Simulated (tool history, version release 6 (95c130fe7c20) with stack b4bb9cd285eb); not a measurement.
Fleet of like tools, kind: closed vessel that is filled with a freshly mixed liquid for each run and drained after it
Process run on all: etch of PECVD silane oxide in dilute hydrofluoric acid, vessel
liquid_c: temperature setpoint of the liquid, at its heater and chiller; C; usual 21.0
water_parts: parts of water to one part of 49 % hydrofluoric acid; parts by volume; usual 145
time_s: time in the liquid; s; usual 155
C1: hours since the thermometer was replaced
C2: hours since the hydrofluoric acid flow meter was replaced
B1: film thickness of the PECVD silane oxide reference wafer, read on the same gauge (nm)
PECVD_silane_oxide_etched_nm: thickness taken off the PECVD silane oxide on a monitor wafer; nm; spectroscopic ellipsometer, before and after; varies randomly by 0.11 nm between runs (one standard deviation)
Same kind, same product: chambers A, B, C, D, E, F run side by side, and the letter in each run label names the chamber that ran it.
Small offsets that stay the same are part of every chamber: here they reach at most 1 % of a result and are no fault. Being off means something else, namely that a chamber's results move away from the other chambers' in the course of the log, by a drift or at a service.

run 1F hour=10.1 | liquid_c=21.0 water_parts=145 time_s=155 | C1=436.3 C2=601.4 | B1=140.02 | PECVD_silane_oxide_etched_nm=13.875
run 2D hour=21.6 | liquid_c=21.0 water_parts=145 time_s=155 | C1=373.4 C2=385.6 | B1=140.03 | PECVD_silane_oxide_etched_nm=13.903
run 3A hour=30.3 | liquid_c=21.0 water_parts=145 time_s=155 | C1=1843.3 C2=1396.3 | B1=140.01 | PECVD_silane_oxide_etched_nm=13.770
run 4B hour=38.7 | liquid_c=21.0 water_parts=145 time_s=155 | C1=827.1 C2=1321.1 | B1=139.96 | PECVD_silane_oxide_etched_nm=14.014
run 5C hour=48.9 | liquid_c=22.5 water_parts=145 time_s=155 | C1=253.7 C2=877.2 | B1=140.02 | PECVD_silane_oxide_etched_nm=14.704
run 6E hour=59.2 | liquid_c=22.5 water_parts=145 time_s=155 | C1=470.7 C2=974.0 | B1=140.01 | PECVD_silane_oxide_etched_nm=15.103
-- hour=63.4 chamber E: thermometer replaced
run 7E hour=68.6 | liquid_c=22.5 water_parts=145 time_s=155 | C1=5.2 C2=983.4 | B1=140.01 | PECVD_silane_oxide_etched_nm=14.864
run 8A hour=79.9 | liquid_c=22.5 water_parts=145 time_s=155 | C1=1892.9 C2=1445.9 | B1=140.02 | PECVD_silane_oxide_etched_nm=14.908
run 9D hour=90.6 | liquid_c=22.5 water_parts=145 time_s=155 | C1=442.4 C2=454.6 | B1=139.99 | PECVD_silane_oxide_etched_nm=14.732
-- hour=96.1 chamber D: hydrofluoric acid flow meter replaced
run 10B hour=98.6 | liquid_c=22.5 water_parts=145 time_s=155 | C1=887.0 C2=1381.0 | B1=140.02 | PECVD_silane_oxide_etched_nm=14.886
run 11C hour=114.0 | liquid_c=18.5 water_parts=145 time_s=155 | C1=318.8 C2=942.3 | B1=140.00 | PECVD_silane_oxide_etched_nm=12.368
run 12F hour=128.2 | liquid_c=18.5 water_parts=145 time_s=155 | C1=554.4 C2=719.5 | B1=140.01 | PECVD_silane_oxide_etched_nm=12.547
run 13E hour=136.1 | liquid_c=18.5 water_parts=145 time_s=155 | C1=72.7 C2=1050.9 | B1=140.03 | PECVD_silane_oxide_etched_nm=12.606
run 14B hour=149.8 | liquid_c=18.5 water_parts=145 time_s=155 | C1=938.2 C2=1432.2 | B1=140.02 | PECVD_silane_oxide_etched_nm=12.398
run 15F hour=161.4 | liquid_c=18.5 water_parts=145 time_s=155 | C1=587.6 C2=752.7 | B1=140.00 | PECVD_silane_oxide_etched_nm=12.552
run 16A hour=171.4 | liquid_c=18.5 water_parts=145 time_s=155 | C1=1984.4 C2=1537.4 | B1=139.99 | PECVD_silane_oxide_etched_nm=12.747
run 17D hour=186.2 | liquid_c=21.0 water_parts=145 time_s=155 | C1=538.0 C2=90.2 | B1=140.00 | PECVD_silane_oxide_etched_nm=13.923
-- hour=193.2 chamber D: thermometer replaced
run 18C hour=196.1 | liquid_c=21.0 water_parts=145 time_s=155 | C1=400.9 C2=1024.4 | B1=140.00 | PECVD_silane_oxide_etched_nm=13.908
run 19B hour=203.3 | liquid_c=21.0 water_parts=145 time_s=155 | C1=991.7 C2=1485.7 | B1=140.03 | PECVD_silane_oxide_etched_nm=13.891
run 20D hour=212.5 | liquid_c=21.0 water_parts=145 time_s=230 | C1=19.3 C2=116.5 | B1=139.99 | PECVD_silane_oxide_etched_nm=20.740
run 21A hour=225.1 | liquid_c=21.0 water_parts=145 time_s=230 | C1=2038.1 C2=1591.1 | B1=140.01 | PECVD_silane_oxide_etched_nm=21.241
-- hour=228.1 chamber B: thermometer replaced
run 22C hour=232.8 | liquid_c=21.0 water_parts=145 time_s=230 | C1=437.6 C2=1061.1 | B1=140.01 | PECVD_silane_oxide_etched_nm=20.356
run 23E hour=241.0 | liquid_c=21.0 water_parts=145 time_s=230 | C1=177.6 C2=1155.8 | B1=140.01 | PECVD_silane_oxide_etched_nm=20.725
run 24F hour=255.8 | liquid_c=21.0 water_parts=145 time_s=230 | C1=682.0 C2=847.1 | B1=140.01 | PECVD_silane_oxide_etched_nm=20.752
run 25C hour=268.1 | liquid_c=21.0 water_parts=145 time_s=230 | C1=472.9 C2=1096.4 | B1=140.01 | PECVD_silane_oxide_etched_nm=20.600
run 26B hour=277.0 | liquid_c=21.0 water_parts=145 time_s=155 | C1=49.0 C2=1559.4 | B1=140.00 | PECVD_silane_oxide_etched_nm=13.879
run 27E hour=289.7 | liquid_c=24.5 water_parts=100 time_s=155 | C1=226.3 C2=1204.5 | B1=139.98 | PECVD_silane_oxide_etched_nm=24.280
run 28F hour=301.3 | liquid_c=24.5 water_parts=100 time_s=155 | C1=727.5 C2=892.6 | B1=140.01 | PECVD_silane_oxide_etched_nm=24.416
run 29D hour=311.5 | liquid_c=24.5 water_parts=100 time_s=155 | C1=118.3 C2=215.5 | B1=140.00 | PECVD_silane_oxide_etched_nm=24.594
run 30A hour=318.9 | liquid_c=24.5 water_parts=100 time_s=155 | C1=2131.9 C2=1684.9 | B1=140.01 | PECVD_silane_oxide_etched_nm=25.598
run 31F hour=328.5 | liquid_c=24.5 water_parts=100 time_s=155 | C1=754.7 C2=919.8 | B1=140.04 | PECVD_silane_oxide_etched_nm=24.852
run 32D hour=343.5 | liquid_c=24.5 water_parts=100 time_s=155 | C1=150.3 C2=247.5 | B1=140.01 | PECVD_silane_oxide_etched_nm=24.324
-- hour=351.0 chamber B: hydrofluoric acid flow meter replaced
run 33A hour=351.8 | liquid_c=21.0 water_parts=145 time_s=155 | C1=2164.8 C2=1717.8 | B1=139.99 | PECVD_silane_oxide_etched_nm=14.491
run 34E hour=365.2 | liquid_c=21.0 water_parts=145 time_s=155 | C1=301.8 C2=1280.0 | B1=140.04 | PECVD_silane_oxide_etched_nm=13.913
run 35B hour=373.6 | liquid_c=21.0 water_parts=145 time_s=155 | C1=145.6 C2=22.6 | B1=139.99 | PECVD_silane_oxide_etched_nm=14.069
run 36C hour=381.6 | liquid_c=21.0 water_parts=145 time_s=155 | C1=586.4 C2=1209.9 | B1=139.99 | PECVD_silane_oxide_etched_nm=13.833

Has any chamber moved away from the others, gradually or after a service, or does the common gauge drift, or do the chambers differ only by their own small steady offsets? State the chamber and the most likely cause if one applies.

One chamber, A, drifts off from the rest bit by bit.
Likeliest cause: hydrofluoric acid flow above the setpoint (%) = 4.86.
The log may not tell that from: liquid hotter than its thermometer reads (K).

Here are 4 candidates for chamber A's next run, each the usual settings with a change, their results left as question marks. Which one brings its results back in line with what the others give on the usual settings?
Counts as in line when no further than this from what the other chambers average on the usual settings: PECVD_silane_oxide_etched_nm 0.390 nm
run 37A-1 hour=392.8 | liquid_c=21.0 water_parts=150 time_s=155 | PECVD_silane_oxide_etched_nm=?
run 37A-2 hour=392.8 | liquid_c=21.0 water_parts=150 time_s=145 | PECVD_silane_oxide_etched_nm=?
run 37A-3 hour=392.8 | liquid_c=21.5 water_parts=135 time_s=155 | PECVD_silane_oxide_etched_nm=?
run 37A-4 hour=392.8 | liquid_c=22.0 water_parts=145 time_s=155 | PECVD_silane_oxide_etched_nm=?

Usual-settings mean across the other chambers: PECVD_silane_oxide_etched_nm 13.909 nm
run=37A-1 PECVD_silane_oxide_etched_nm=14.054
run=37A-2 PECVD_silane_oxide_etched_nm=13.147
run=37A-3 PECVD_silane_oxide_etched_nm=16.209
run=37A-4 PECVD_silane_oxide_etched_nm=15.211
The right change is 37A-1: it brings the chamber back within the allowed miss of the others.

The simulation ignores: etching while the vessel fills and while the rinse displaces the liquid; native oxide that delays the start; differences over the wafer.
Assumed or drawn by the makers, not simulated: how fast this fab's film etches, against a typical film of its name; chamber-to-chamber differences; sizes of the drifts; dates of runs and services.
